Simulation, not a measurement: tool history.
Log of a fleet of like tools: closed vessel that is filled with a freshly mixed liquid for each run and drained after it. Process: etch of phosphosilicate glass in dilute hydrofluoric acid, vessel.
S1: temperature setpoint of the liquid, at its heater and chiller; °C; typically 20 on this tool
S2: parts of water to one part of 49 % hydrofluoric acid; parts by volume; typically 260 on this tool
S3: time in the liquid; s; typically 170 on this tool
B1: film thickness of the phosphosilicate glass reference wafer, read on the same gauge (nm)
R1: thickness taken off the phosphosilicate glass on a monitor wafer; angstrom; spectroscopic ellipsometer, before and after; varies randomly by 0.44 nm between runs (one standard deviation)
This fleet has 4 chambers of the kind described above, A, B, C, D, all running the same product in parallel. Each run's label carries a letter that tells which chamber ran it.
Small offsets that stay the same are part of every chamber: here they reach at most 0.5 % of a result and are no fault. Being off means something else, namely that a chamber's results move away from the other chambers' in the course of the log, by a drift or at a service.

run,hour,S1,S2,S3,B1,R1
1A,9.3,20,260,170,29.998,541.18
2C,16,20,260,170,30.008,534.77
3B,26.2,20,260,170,29.975,532.93
4D,39.9,20,260,170,29.982,533.89
5A,53.8,20,260,170,29.985,526.16
6D,61.4,20,260,170,29.994,532.25
7B,76.1,20,260,170,29.984,520.31
8C,83,20,260,170,29.954,528.66
# hour 90.4: chamber D: thermometer replaced
9D,95.7,20,260,170,29.985,531.32
10C,102.5,20,145,170,30.008,1054.9
11B,116.8,20,145,170,29.997,1060.8
12A,123.3,20,145,170,30.004,1092.5
13A,132.4,20,145,170,29.979,1093.3
14B,145,20,260,170,29.987,528.7
15C,153.8,20,260,170,30.009,523.59
16D,165.6,20,260,170,29.984,526.4
# hour 172.1: chamber B: thermometer replaced
17A,179.7,20,260,170,30.002,538.6
18C,190.8,20,260,170,30.016,532.47
# hour 197.5: chamber A: thermometer replaced
19B,204.1,17,260,220,30.033,610.09
20D,219.1,17,260,220,29.967,624.8
21A,229.4,17,260,220,29.973,613.73
22C,244.2,17,260,220,30.013,608.17
23B,251.8,20,260,170,30.024,530.62
24D,259.5,20,260,170,30.004,543.46
25C,274.5,20,260,170,30.023,533.11
26D,286.6,20,260,170,30.009,548.73
27B,295.3,20,260,170,29.982,531.09
28A,303.3,20,260,170,30.018,525.48
29A,315.3,20,260,170,29.993,530.02
30D,329.5,20,260,115,30.02,372.01
31B,344.4,20,260,115,29.995,357.62
32C,353.3,20,260,115,30.02,360.81
33A,361.1,20,260,115,30.01,359.78
34B,375.1,20,260,170,29.988,530.95
35C,389,18,260,205,29.976,596.73
36D,401.4,18,260,205,29.956,627.68
# hour 408.7: chamber C: thermometer replaced
37B,416,18,260,205,30.014,584.09
38D,423,18,260,205,30.016,626.59
39A,434.9,20,260,170,29.997,536.7
40C,446.3,20,260,170,29.992,528.38
41B,461,23.5,260,100,29.972,354.17
42D,468.6,23.5,260,100,30.004,380.19
43A,475.3,23.5,260,100,29.976,351.3

Has any chamber moved away from the others, gradually or after a service, or does the common gauge drift, or do the chambers differ only by their own small steady offsets? State the chamber and the most likely cause if one applies.

Little by little, chamber D moves away from the other chambers.
Cause: hydrofluoric acid flow above the setpoint (%) = 5.82.
The log may not separate it from: liquid hotter than its thermometer reads (K).

Here are 4 candidates for chamber D's next run, each the usual settings with a change, their results left as question marks. Which one brings its results back in line with what the others give on the usual settings?
In line here means within this much of the mean the other chambers give on the usual settings: R1 15 angstrom
44D-1,486,20,250,175,,?
44D-2,486,19.5,290,170,,?
44D-3,486,20.5,260,195,,?
44D-4,486,20,270,165,,?

Usual-settings mean across the other chambers: R1 531.78 angstrom
run,R1
44D-1,615.52
44D-2,487.74
44D-3,665.71
44D-4,527.48
44D-4 puts the chamber back in line with the other chambers.

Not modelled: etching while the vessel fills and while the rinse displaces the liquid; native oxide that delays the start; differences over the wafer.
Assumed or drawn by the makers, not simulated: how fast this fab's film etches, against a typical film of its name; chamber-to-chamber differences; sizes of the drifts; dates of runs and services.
